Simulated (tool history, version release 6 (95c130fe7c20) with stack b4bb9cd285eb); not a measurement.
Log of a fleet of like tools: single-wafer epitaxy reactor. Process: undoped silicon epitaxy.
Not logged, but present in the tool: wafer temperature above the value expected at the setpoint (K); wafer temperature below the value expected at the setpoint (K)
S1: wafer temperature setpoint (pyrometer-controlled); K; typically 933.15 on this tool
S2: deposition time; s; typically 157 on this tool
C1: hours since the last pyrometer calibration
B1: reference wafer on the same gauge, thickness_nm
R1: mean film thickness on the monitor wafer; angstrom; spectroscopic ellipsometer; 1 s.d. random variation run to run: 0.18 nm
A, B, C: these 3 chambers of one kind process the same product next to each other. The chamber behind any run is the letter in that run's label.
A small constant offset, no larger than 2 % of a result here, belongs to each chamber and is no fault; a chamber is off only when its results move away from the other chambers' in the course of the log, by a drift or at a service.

| run | hour | S1 | S2 | C1 | B1 | R1 |
|---|---|---|---|---|---|---|
| 1B | 3.6 | 933.15 | 157 | 1660.9 | 32.509 | 329.06 |
| 2A | 8.7 | 933.15 | 157 | 803.7 | 32.540 | 327.49 |
| 3C | 13.2 | 933.15 | 157 | 1131.4 | 32.527 | 320.01 |
| 4B | 17.0 | 933.15 | 157 | 1674.3 | 32.564 | 329.78 |
| 5C | 20.5 | 933.15 | 157 | 1138.7 | 32.474 | 319.60 |
| 6A | 23.7 | 933.15 | 157 | 818.7 | 32.529 | 325.84 |
| 7B | 26.2 | 933.15 | 157 | 1683.5 | 32.542 | 326.79 |
| 8A | 29.8 | 920.15 | 157 | 824.8 | 32.508 | 250.56 |
| 9C | 33.1 | 920.15 | 157 | 1151.3 | 32.567 | 241.58 |
| 10C | 37.1 | 920.15 | 157 | 1155.3 | 32.461 | 242.19 |
| 11B | 42.1 | 933.15 | 157 | 1699.4 | 32.490 | 327.80 |
| 12A | 46.8 | 933.15 | 157 | 841.8 | 32.494 | 329.57 |
| 13B | 51.5 | 933.15 | 157 | 1708.8 | 32.494 | 330.93 |
|  | 54.4 | chamber C: pyrometer calibrated |
| 14C | 55.4 | 933.15 | 157 | 1.0 | 32.518 | 320.84 |
| 15A | 59.7 | 933.15 | 157 | 854.7 | 32.537 | 336.27 |
| 16C | 64.0 | 933.15 | 144 | 9.6 | 32.504 | 294.78 |
| 17A | 68.7 | 933.15 | 144 | 863.7 | 32.483 | 307.92 |
| 18B | 71.4 | 933.15 | 144 | 1728.7 | 32.455 | 305.85 |
|  | 71.5 | chamber B: pyrometer calibrated |
| 19B | 75.1 | 925.15 | 157 | 3.6 | 32.494 | 276.00 |
| 20C | 79.7 | 925.15 | 157 | 25.3 | 32.517 | 270.14 |
| 21A | 82.6 | 925.15 | 157 | 877.6 | 32.469 | 284.63 |
| 22A | 87.7 | 933.15 | 185 | 882.7 | 32.477 | 395.19 |
| 23B | 92.8 | 933.15 | 185 | 21.3 | 32.480 | 388.87 |
| 24C | 95.4 | 933.15 | 185 | 41.0 | 32.457 | 378.99 |
| 25B | 100.5 | 933.15 | 157 | 29.0 | 32.506 | 329.11 |
| 26C | 104.4 | 933.15 | 157 | 50.0 | 32.505 | 323.14 |
| 27A | 107.1 | 933.15 | 157 | 902.1 | 32.502 | 342.76 |
| 28A | 110.3 | 944.15 | 179 | 905.3 | 32.514 | 491.31 |
| 29C | 114.4 | 944.15 | 179 | 60.0 | 32.509 | 461.47 |
| 30B | 118.1 | 944.15 | 179 | 46.6 | 32.454 | 470.61 |
| 31B | 121.3 | 933.15 | 157 | 49.8 | 32.484 | 329.84 |
| 32C | 125.9 | 933.15 | 157 | 71.5 | 32.465 | 321.43 |
| 33A | 131.1 | 933.15 | 157 | 926.1 | 32.481 | 343.45 |
| 34C | 136.4 | 942.15 | 157 | 82.0 | 32.527 | 389.08 |
| 35B | 141.5 | 942.15 | 157 | 70.0 | 32.488 | 398.75 |
| 36A | 146.4 | 942.15 | 157 | 941.4 | 32.533 | 420.42 |

Is one chamber out of step, is the gauge drifting, or do the chambers differ by no more than their own small offsets? For an off chamber, give its letter and the likeliest cause.

One chamber, A, drifts off from the rest bit by bit.
Likeliest cause: wafer temperature above the value expected at the setpoint (K) = 3.25.

Below are 4 candidate recipes for chamber A's next run, each the usual settings with a change, their results shown as question marks. Which of them brings A's results back in line with what the other chambers give on the usual settings?
In-line tolerance around the mean of the other chambers on the usual settings: R1 6.10 angstrom
| 37A-1 | 150.5 | 934.15 | 158 |  |  | ? |
| 37A-2 | 150.5 | 936.15 | 160 |  |  | ? |
| 37A-3 | 150.5 | 933.15 | 153 |  |  | ? |
| 37A-4 | 150.5 | 933.15 | 145 |  |  | ? |

Average result of the remaining chambers running the usual settings: R1 325.21 angstrom
| run | R1 |
|---|---|
| 37A-1 | 360.18 |
| 37A-2 | 380.29 |
| 37A-3 | 341.56 |
| 37A-4 | 323.70 |
It is 37A-4 that realigns the chamber with its peers.
